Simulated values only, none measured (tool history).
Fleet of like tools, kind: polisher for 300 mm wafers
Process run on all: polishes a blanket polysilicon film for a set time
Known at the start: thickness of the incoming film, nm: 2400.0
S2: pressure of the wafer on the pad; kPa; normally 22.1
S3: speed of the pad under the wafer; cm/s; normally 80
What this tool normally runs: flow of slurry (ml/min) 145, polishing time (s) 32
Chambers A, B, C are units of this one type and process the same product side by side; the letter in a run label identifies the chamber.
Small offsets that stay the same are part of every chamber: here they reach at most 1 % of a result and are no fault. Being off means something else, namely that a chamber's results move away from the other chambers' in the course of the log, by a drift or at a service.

-- hour=3.5 chamber B: worn pad replaced by a new one
run 1A hour=4.8 | flow_of_slurry_(ml/min)=145 S2=22.1 S3=80 polishing_time_(s)=32 | film_removed_(Å)=2155.3
run 2C hour=7.9 | flow_of_slurry_(ml/min)=145 S2=22.1 S3=80 polishing_time_(s)=32 | film_removed_(Å)=2128.2
run 3B hour=10.4 | flow_of_slurry_(ml/min)=145 S2=22.1 S3=80 polishing_time_(s)=32 | film_removed_(Å)=2210.8
run 4B hour=13.9 | flow_of_slurry_(ml/min)=145 S2=22.1 S3=80 polishing_time_(s)=32 | film_removed_(Å)=2202.3
-- hour=14.1 chamber A: worn pad replaced by a new one
run 5A hour=17.5 | flow_of_slurry_(ml/min)=145 S2=22.1 S3=80 polishing_time_(s)=32 | film_removed_(Å)=2162.4
run 6C hour=22.3 | flow_of_slurry_(ml/min)=145 S2=22.1 S3=80 polishing_time_(s)=32 | film_removed_(Å)=2171.1
run 7C hour=25.4 | flow_of_slurry_(ml/min)=145 S2=22.1 S3=80 polishing_time_(s)=32 | film_removed_(Å)=2159.1
-- hour=26.8 chamber C: worn pad replaced by a new one
run 8B hour=28.5 | flow_of_slurry_(ml/min)=145 S2=22.1 S3=80 polishing_time_(s)=32 | film_removed_(Å)=2211.3
run 9A hour=32.7 | flow_of_slurry_(ml/min)=145 S2=22.1 S3=80 polishing_time_(s)=32 | film_removed_(Å)=2169.6
run 10C hour=36.5 | flow_of_slurry_(ml/min)=145 S2=22.1 S3=80 polishing_time_(s)=32 | film_removed_(Å)=2157.7
run 11B hour=41.9 | flow_of_slurry_(ml/min)=145 S2=22.1 S3=80 polishing_time_(s)=32 | film_removed_(Å)=2198.2
run 12A hour=44.9 | flow_of_slurry_(ml/min)=145 S2=22.1 S3=80 polishing_time_(s)=32 | film_removed_(Å)=2191.4
run 13A hour=50 | flow_of_slurry_(ml/min)=145 S2=22.1 S3=80 polishing_time_(s)=32 | film_removed_(Å)=2198.5
-- hour=54.3 chamber A: slurry nozzle cleaned
run 14C hour=54.3 | flow_of_slurry_(ml/min)=165 S2=26.9 S3=80 polishing_time_(s)=32 | film_removed_(Å)=2668.8
-- hour=56.1 chamber B: worn pad replaced by a new one
run 15B hour=57.5 | flow_of_slurry_(ml/min)=165 S2=26.9 S3=80 polishing_time_(s)=32 | film_removed_(Å)=2763.1
run 16C hour=63 | flow_of_slurry_(ml/min)=165 S2=26.9 S3=80 polishing_time_(s)=32 | film_removed_(Å)=2718.6
-- hour=63.9 chamber A: head pressure recalibrated
run 17A hour=67 | flow_of_slurry_(ml/min)=145 S2=22.1 S3=80 polishing_time_(s)=32 | film_removed_(Å)=2365.3
run 18B hour=69.6 | flow_of_slurry_(ml/min)=145 S2=22.1 S3=80 polishing_time_(s)=32 | film_removed_(Å)=2213.1
run 19B hour=73.3 | flow_of_slurry_(ml/min)=145 S2=22.1 S3=80 polishing_time_(s)=32 | film_removed_(Å)=2167.7
run 20A hour=78.7 | flow_of_slurry_(ml/min)=145 S2=22.1 S3=80 polishing_time_(s)=32 | film_removed_(Å)=2350
run 21C hour=81.9 | flow_of_slurry_(ml/min)=145 S2=22.1 S3=80 polishing_time_(s)=32 | film_removed_(Å)=2157.1
-- hour=84.4 chamber A: worn pad replaced by a new one
run 22A hour=84.5 | flow_of_slurry_(ml/min)=145 S2=28.3 S3=60 polishing_time_(s)=32 | film_removed_(Å)=2270.9
run 23B hour=87.3 | flow_of_slurry_(ml/min)=145 S2=28.3 S3=60 polishing_time_(s)=32 | film_removed_(Å)=2072.7
run 24C hour=92.6 | flow_of_slurry_(ml/min)=145 S2=28.3 S3=60 polishing_time_(s)=32 | film_removed_(Å)=2073
-- hour=93.1 chamber B: slurry nozzle cleaned
run 25C hour=96.2 | flow_of_slurry_(ml/min)=145 S2=22.1 S3=80 polishing_time_(s)=32 | film_removed_(Å)=2133.2
run 26A hour=101.3 | flow_of_slurry_(ml/min)=145 S2=22.1 S3=80 polishing_time_(s)=32 | film_removed_(Å)=2348.1
run 27B hour=106.9 | flow_of_slurry_(ml/min)=145 S2=22.1 S3=80 polishing_time_(s)=32 | film_removed_(Å)=2153.3
-- hour=109.8 chamber B: worn pad replaced by a new one
run 28A hour=111 | flow_of_slurry_(ml/min)=145 S2=22.1 S3=80 polishing_time_(s)=32 | film_removed_(Å)=2324.9
run 29C hour=114 | flow_of_slurry_(ml/min)=145 S2=22.1 S3=94 polishing_time_(s)=32 | film_removed_(Å)=2488.6
run 30B hour=119.6 | flow_of_slurry_(ml/min)=145 S2=22.1 S3=94 polishing_time_(s)=32 | film_removed_(Å)=2605.6
run 31A hour=124.9 | flow_of_slurry_(ml/min)=145 S2=22.1 S3=94 polishing_time_(s)=32 | film_removed_(Å)=2733.4
-- hour=129 chamber C: worn pad replaced by a new one
run 32C hour=129.3 | flow_of_slurry_(ml/min)=145 S2=22.1 S3=80 polishing_time_(s)=32 | film_removed_(Å)=2159.7
run 33B hour=133.4 | flow_of_slurry_(ml/min)=145 S2=22.1 S3=80 polishing_time_(s)=32 | film_removed_(Å)=2189.1
run 34B hour=138 | flow_of_slurry_(ml/min)=145 S2=15.9 S3=80 polishing_time_(s)=22 | film_removed_(Å)=1090
run 35C hour=143.6 | flow_of_slurry_(ml/min)=145 S2=15.9 S3=80 polishing_time_(s)=22 | film_removed_(Å)=1076

Decide between three cases: one chamber stands off from its peers, the gauge reading all wafers drifts, or nothing is wrong past each chamber's small offset. Where a chamber is off, say which and what most likely put it there.

Chamber A came out of a service off from its peers and stayed that way.
Likeliest cause: head's pressure above its setpoint, % = 8.62.

Chamber A could run next with any of the 4 candidate recipes listed below; each alters the usual settings, and their results appear as question marks. Which one brings its results back in line with what the other chambers deliver on the usual settings?
In line means no further than this from the other chambers' mean on the usual settings: film removed (Å) 59
run 36A-1 hour=147.7 | flow_of_slurry_(ml/min)=145 S2=21.4 S3=76 polishing_time_(s)=32 | film_removed_(Å)=?
run 36A-2 hour=147.7 | flow_of_slurry_(ml/min)=145 S2=22.1 S3=80 polishing_time_(s)=37 | film_removed_(Å)=?
run 36A-3 hour=147.7 | flow_of_slurry_(ml/min)=145 S2=22.1 S3=74 polishing_time_(s)=30 | film_removed_(Å)=?
run 36A-4 hour=147.7 | flow_of_slurry_(ml/min)=145 S2=22.1 S3=84 polishing_time_(s)=33 | film_removed_(Å)=?

The other chambers' mean on the usual settings: film removed (Å) 2170
run=36A-1 film_removed_(Å)=2176.7
run=36A-2 film_removed_(Å)=2731.2
run=36A-3 film_removed_(Å)=2050.9
run=36A-4 film_removed_(Å)=2555.9
36A-1 brings the chamber back in line.
